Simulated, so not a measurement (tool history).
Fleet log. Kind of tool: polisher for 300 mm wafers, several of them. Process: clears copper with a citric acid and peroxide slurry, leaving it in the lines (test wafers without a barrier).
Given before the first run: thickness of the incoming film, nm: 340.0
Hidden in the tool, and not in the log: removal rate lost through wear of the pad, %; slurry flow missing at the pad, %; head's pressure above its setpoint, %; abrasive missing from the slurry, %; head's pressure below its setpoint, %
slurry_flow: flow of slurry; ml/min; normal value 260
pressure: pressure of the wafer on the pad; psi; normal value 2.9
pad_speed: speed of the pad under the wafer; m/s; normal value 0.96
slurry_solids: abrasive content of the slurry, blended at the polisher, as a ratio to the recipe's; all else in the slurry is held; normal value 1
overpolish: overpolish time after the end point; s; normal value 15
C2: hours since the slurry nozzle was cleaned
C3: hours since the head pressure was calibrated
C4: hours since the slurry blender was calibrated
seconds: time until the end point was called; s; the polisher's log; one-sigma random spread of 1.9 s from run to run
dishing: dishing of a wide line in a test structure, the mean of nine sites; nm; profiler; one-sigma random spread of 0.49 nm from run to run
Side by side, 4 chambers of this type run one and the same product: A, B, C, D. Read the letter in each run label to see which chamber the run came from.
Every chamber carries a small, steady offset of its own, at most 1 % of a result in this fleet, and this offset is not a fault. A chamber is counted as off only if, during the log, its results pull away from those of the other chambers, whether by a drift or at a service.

-- hour=3.8 chamber C: worn pad replaced by a new one
run 1A hour=9.8 | slurry_flow=260 pressure=2.9 pad_speed=0.96 slurry_solids=1 overpolish=15 | wafers_polished_on_this_pad=416 C2=389.5 C3=672.2 C4=85.7 | seconds=160.81 dishing=24.057
run 2C hour=17 | slurry_flow=260 pressure=2.9 pad_speed=0.96 slurry_solids=1 overpolish=15 | wafers_polished_on_this_pad=95 C2=264.3 C3=714 C4=31.9 | seconds=159.85 dishing=24.568
-- hour=20.4 chamber D: worn pad replaced by a new one
run 3B hour=22.9 | slurry_flow=260 pressure=2.9 pad_speed=0.96 slurry_solids=1 overpolish=15 | wafers_polished_on_this_pad=278 C2=44.5 C3=89.4 C4=28.7 | seconds=156.98 dishing=23.847
run 4D hour=32.4 | slurry_flow=260 pressure=2.9 pad_speed=0.96 slurry_solids=1 overpolish=15 | wafers_polished_on_this_pad=87 C2=510.5 C3=603.1 C4=341.4 | seconds=161.23 dishing=23.959
-- hour=32.8 chamber A: worn pad replaced by a new one
run 5C hour=38.5 | slurry_flow=260 pressure=2.9 pad_speed=0.96 slurry_solids=1 overpolish=15 | wafers_polished_on_this_pad=251 C2=285.8 C3=735.5 C4=53.4 | seconds=156.28 dishing=23.527
-- hour=42.8 chamber D: slurry blender recalibrated
run 6A hour=44.5 | slurry_flow=260 pressure=2.9 pad_speed=0.96 slurry_solids=1 overpolish=15 | wafers_polished_on_this_pad=85 C2=424.2 C3=706.9 C4=120.4 | seconds=160.57 dishing=24.177
run 7B hour=54.8 | slurry_flow=260 pressure=2.9 pad_speed=0.96 slurry_solids=1 overpolish=15 | wafers_polished_on_this_pad=509 C2=76.4 C3=121.3 C4=60.6 | seconds=161.12 dishing=23.521
run 8D hour=61.4 | slurry_flow=260 pressure=2.9 pad_speed=0.96 slurry_solids=1 overpolish=15 | wafers_polished_on_this_pad=297 C2=539.5 C3=632.1 C4=18.7 | seconds=159.01 dishing=24.17
-- hour=64.2 chamber B: worn pad replaced by a new one
run 9A hour=68.2 | slurry_flow=305 pressure=2.9 pad_speed=0.72 slurry_solids=1 overpolish=15 | wafers_polished_on_this_pad=256 C2=447.9 C3=730.6 C4=144.1 | seconds=209.26 dishing=18.876
run 10C hour=73.9 | slurry_flow=305 pressure=2.9 pad_speed=0.72 slurry_solids=1 overpolish=15 | wafers_polished_on_this_pad=508 C2=321.2 C3=770.9 C4=88.8 | seconds=206.4 dishing=19.005
-- hour=77.5 chamber A: slurry blender recalibrated
run 11B hour=79 | slurry_flow=305 pressure=2.9 pad_speed=0.72 slurry_solids=1 overpolish=15 | wafers_polished_on_this_pad=107 C2=100.6 C3=145.5 C4=84.8 | seconds=207.65 dishing=19.18
run 12D hour=88.7 | slurry_flow=305 pressure=2.9 pad_speed=0.72 slurry_solids=1 overpolish=15 | wafers_polished_on_this_pad=495 C2=566.8 C3=659.4 C4=46 | seconds=208.43 dishing=18.946
-- hour=95.4 chamber D: worn pad replaced by a new one
run 13A hour=97.4 | slurry_flow=260 pressure=2.9 pad_speed=0.96 slurry_solids=1 overpolish=15 | wafers_polished_on_this_pad=468 C2=477.1 C3=759.8 C4=20 | seconds=160.68 dishing=24.3
run 14C hour=102.5 | slurry_flow=260 pressure=3.8 pad_speed=0.96 slurry_solids=0.8 overpolish=15 | wafers_polished_on_this_pad=715 C2=349.8 C3=799.5 C4=117.4 | seconds=129.92 dishing=29.482
-- hour=105.1 chamber A: worn pad replaced by a new one
run 15D hour=112.7 | slurry_flow=260 pressure=3.8 pad_speed=0.96 slurry_solids=0.8 overpolish=15 | wafers_polished_on_this_pad=125 C2=590.8 C3=683.4 C4=70 | seconds=128.66 dishing=30.097
run 16B hour=122.6 | slurry_flow=260 pressure=3.8 pad_speed=0.96 slurry_solids=0.8 overpolish=15 | wafers_polished_on_this_pad=423 C2=144.2 C3=189.1 C4=128.4 | seconds=129.3 dishing=29.19
run 17A hour=128.7 | slurry_flow=260 pressure=3.8 pad_speed=0.96 slurry_solids=0.8 overpolish=15 | wafers_polished_on_this_pad=171 C2=508.4 C3=791.1 C4=51.3 | seconds=128.89 dishing=29.816
run 18B hour=137.3 | slurry_flow=260 pressure=2.9 pad_speed=0.96 slurry_solids=1 overpolish=15 | wafers_polished_on_this_pad=529 C2=158.9 C3=203.8 C4=143.1 | seconds=159.37 dishing=24.166
-- hour=138 chamber B: worn pad replaced by a new one
run 19C hour=147.8 | slurry_flow=260 pressure=2.9 pad_speed=0.96 slurry_solids=1 overpolish=15 | wafers_polished_on_this_pad=1043 C2=395.1 C3=844.8 C4=162.7 | seconds=157.68 dishing=24.211
run 20D hour=152.9 | slurry_flow=260 pressure=2.9 pad_speed=0.96 slurry_solids=1 overpolish=15 | wafers_polished_on_this_pad=416 C2=631 C3=723.6 C4=110.2 | seconds=156.3 dishing=24.134
-- hour=154.9 chamber B: slurry blender recalibrated
-- hour=156.4 chamber C: worn pad replaced by a new one
run 21C hour=159.4 | slurry_flow=260 pressure=2.9 pad_speed=0.96 slurry_solids=1 overpolish=15 | wafers_polished_on_this_pad=21 C2=406.7 C3=856.4 C4=174.3 | seconds=157.56 dishing=23.654
run 22B hour=167.4 | slurry_flow=260 pressure=2.9 pad_speed=0.96 slurry_solids=1 overpolish=15 | wafers_polished_on_this_pad=213 C2=189 C3=233.9 C4=12.6 | seconds=164.17 dishing=23.387
-- hour=172.8 chamber C: head pressure recalibrated
run 23A hour=177 | slurry_flow=260 pressure=2.9 pad_speed=0.96 slurry_solids=1 overpolish=15 | wafers_polished_on_this_pad=520 C2=556.7 C3=839.4 C4=99.6 | seconds=162.37 dishing=23.572
-- hour=177.6 chamber A: worn pad replaced by a new one
-- hour=180.8 chamber D: worn pad replaced by a new one
run 24D hour=185.7 | slurry_flow=260 pressure=2.9 pad_speed=0.96 slurry_solids=1 overpolish=15 | wafers_polished_on_this_pad=35 C2=663.8 C3=756.4 C4=143 | seconds=158.69 dishing=23.546
run 25B hour=195.5 | slurry_flow=260 pressure=2.9 pad_speed=0.96 slurry_solids=1 overpolish=15 | wafers_polished_on_this_pad=416 C2=217.1 C3=262 C4=40.7 | seconds=160.64 dishing=23.659
run 26C hour=203.1 | slurry_flow=260 pressure=2.9 pad_speed=0.96 slurry_solids=1 overpolish=15 | wafers_polished_on_this_pad=338 C2=450.4 C3=30.4 C4=218 | seconds=145.43 dishing=25.785
-- hour=205.8 chamber B: head pressure recalibrated
run 27D hour=208.8 | slurry_flow=260 pressure=2.9 pad_speed=0.96 slurry_solids=1 overpolish=15 | wafers_polished_on_this_pad=202 C2=686.9 C3=779.5 C4=166.1 | seconds=163.13 dishing=23.425
run 28A hour=218.7 | slurry_flow=260 pressure=2.9 pad_speed=0.96 slurry_solids=1 overpolish=15 | wafers_polished_on_this_pad=297 C2=598.4 C3=881.1 C4=141.3 | seconds=161.25 dishing=24.495
-- hour=222.7 chamber B: worn pad replaced by a new one
run 29B hour=225.9 | slurry_flow=260 pressure=3.5 pad_speed=0.96 slurry_solids=1 overpolish=15 | wafers_polished_on_this_pad=23 C2=247.5 C3=20.2 C4=71.1 | seconds=130.67 dishing=28.019
-- hour=231.2 chamber C: slurry blender recalibrated
run 30C hour=232.6 | slurry_flow=260 pressure=3.5 pad_speed=0.96 slurry_solids=1 overpolish=15 | wafers_polished_on_this_pad=551 C2=479.9 C3=59.9 C4=1.4 | seconds=118.43 dishing=31.398
run 31D hour=239.6 | slurry_flow=260 pressure=3.5 pad_speed=0.96 slurry_solids=1 overpolish=15 | wafers_polished_on_this_pad=425 C2=717.7 C3=810.3 C4=196.9 | seconds=131.7 dishing=28.826
-- hour=243.7 chamber A: slurry blender recalibrated
run 32A hour=245.9 | slurry_flow=260 pressure=3.5 pad_speed=0.96 slurry_solids=1 overpolish=15 | wafers_polished_on_this_pad=494 C2=625.6 C3=908.3 C4=2.3 | seconds=131.32 dishing=28.658
-- hour=250.7 chamber D: head pressure recalibrated
run 33A hour=253.9 | slurry_flow=260 pressure=2.9 pad_speed=0.96 slurry_solids=1 overpolish=15 | wafers_polished_on_this_pad=552 C2=633.6 C3=916.3 C4=10.3 | seconds=160.4 dishing=23.961
-- hour=255.2 chamber D: worn pad replaced by a new one
run 34B hour=263.8 | slurry_flow=260 pressure=2.9 pad_speed=1.26 slurry_solids=1 overpolish=15 | wafers_polished_on_this_pad=297 C2=285.4 C3=58.1 C4=109 | seconds=122.23 dishing=29.874
run 35D hour=272.6 | slurry_flow=260 pressure=2.9 pad_speed=1.26 slurry_solids=1 overpolish=15 | wafers_polished_on_this_pad=126 C2=750.7 C3=22 C4=229.9 | seconds=122.09 dishing=30.52
run 36C hour=279.2 | slurry_flow=260 pressure=2.9 pad_speed=1.26 slurry_solids=1 overpolish=15 | wafers_polished_on_this_pad=889 C2=526.5 C3=106.5 C4=48 | seconds=107.95 dishing=33.757
run 37B hour=285.3 | slurry_flow=260 pressure=2.9 pad_speed=1.26 slurry_solids=1 overpolish=15 | wafers_polished_on_this_pad=453 C2=306.9 C3=79.6 C4=130.5 | seconds=120.01 dishing=30.481

All chambers now run identical settings, listed one chamber a line with results as question marks. What results will each chamber show?
run 38A hour=292.9 | slurry_flow=260 pressure=2.9 pad_speed=0.96 slurry_solids=1 overpolish=11 | seconds=? dishing=?
run 38B hour=292.9 | slurry_flow=260 pressure=2.9 pad_speed=0.96 slurry_solids=1 overpolish=11 | seconds=? dishing=?
run 38C hour=292.9 | slurry_flow=260 pressure=2.9 pad_speed=0.96 slurry_solids=1 overpolish=11 | seconds=? dishing=?
run 38D hour=292.9 | slurry_flow=260 pressure=2.9 pad_speed=0.96 slurry_solids=1 overpolish=11 | seconds=? dishing=?

run=38A seconds=156.25 dishing=18.011
run=38B seconds=156.73 dishing=17.614
run=38C seconds=142.5 dishing=19.731
run=38D seconds=161.32 dishing=17.812
